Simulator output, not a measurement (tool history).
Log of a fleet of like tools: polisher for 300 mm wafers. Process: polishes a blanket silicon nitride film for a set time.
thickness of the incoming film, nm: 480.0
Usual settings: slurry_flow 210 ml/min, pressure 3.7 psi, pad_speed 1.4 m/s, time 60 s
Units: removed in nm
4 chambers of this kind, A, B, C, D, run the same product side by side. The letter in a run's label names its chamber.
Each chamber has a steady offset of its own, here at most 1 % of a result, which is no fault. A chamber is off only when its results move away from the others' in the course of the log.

run	day	slurry_flow	pressure	pad_speed	time	wafers polished on this pad	hours since the slurry nozzle was cleaned	hours since the head pressure was calibrated	removed
1B	0.267	210	3.7	1.4	60	1034	28.1	852.8	161.14
# day 0.492: chamber C: worn pad replaced by a new one
2D	0.6	210	3.7	1.4	60	160	268.3	848.5	161.26
3C	1.042	210	3.7	1.4	60	114	322.5	285.9	158.27
4A	1.383	210	3.7	1.4	60	486	491.7	547.7	159.15
# day 1.608: chamber D: slurry nozzle cleaned
5C	1.742	210	3.7	1.4	60	260	339.3	302.7	159.27
6A	2.004	210	3.7	1.4	60	615	506.6	562.6	157.81
# day 2.229: chamber D: worn pad replaced by a new one
7B	2.296	270	3.7	1.12	60	1457	76.8	901.5	136.65
# day 2.338: chamber B: worn pad replaced by a new one
8D	2.492	270	3.7	1.12	60	55	21.3	893.9	137.49
9A	2.696	270	3.7	1.12	60	760	523.2	579.2	134.96
10C	2.925	270	3.7	1.12	60	507	367.7	331.1	137.07
11D	3.25	210	3.7	1.4	60	213	39.5	912.1	163.73
# day 3.521: chamber A: worn pad replaced by a new one
12B	3.592	210	3.7	1.4	60	261	107.9	932.6	161.03
13A	3.929	210	3.7	1.4	60	85	552.8	608.8	157.88
# day 4.104: chamber C: slurry nozzle cleaned
14B	4.179	210	3.7	1.4	60	384	122	946.7	160.6
# day 4.196: chamber A: slurry nozzle cleaned
# day 4.279: chamber A: head pressure recalibrated
15D	4.517	210	3.7	1.4	60	477	69.9	942.5	158.18
16C	4.729	210	3.7	1.4	60	883	15	374.4	161.3
# day 4.929: chamber D: worn pad replaced by a new one
17C	5.012	210	3.7	1.4	60	942	21.8	381.2	156.97
# day 5.217: chamber B: head pressure recalibrated
18D	5.417	210	3.7	1.4	60	102	91.5	964.1	159.75
19B	5.667	210	3.7	1.4	60	694	157.7	10.8	159.59
# day 5.888: chamber C: worn pad replaced by a new one
20A	6.108	210	3.7	1.4	60	539	45.9	43.9	170.87
21C	6.55	210	3.7	1.4	60	138	58.7	418.1	159.05
22D	6.825	210	3.7	1.4	60	396	125.3	997.9	158.27
23B	7.129	210	3.7	1.4	60	999	192.8	45.9	161.41
24A	7.412	210	3.7	1.4	60	811	77.2	75.2	170.46
# day 7.608: chamber D: worn pad replaced by a new one
25C	7.671	210	3.7	1	60	372	85.6	445	119.92
# day 7.717: chamber A: worn pad replaced by a new one
26D	7.904	210	3.7	1	60	62	151.2	1023.8	122.21
27B	8.35	210	3.7	1	60	1254	222.1	75.2	121.07
28A	8.762	210	3.7	1	60	218	109.6	107.6	130.66

Next, every chamber runs the same settings. What will each give?
29A	9.088	245	3.7	1.4	60				?
29B	9.088	245	3.7	1.4	60				?
29C	9.088	245	3.7	1.4	60				?
29D	9.088	245	3.7	1.4	60				?

run	removed
29A	178.82
29B	161.2
29C	160.72
29D	161.08

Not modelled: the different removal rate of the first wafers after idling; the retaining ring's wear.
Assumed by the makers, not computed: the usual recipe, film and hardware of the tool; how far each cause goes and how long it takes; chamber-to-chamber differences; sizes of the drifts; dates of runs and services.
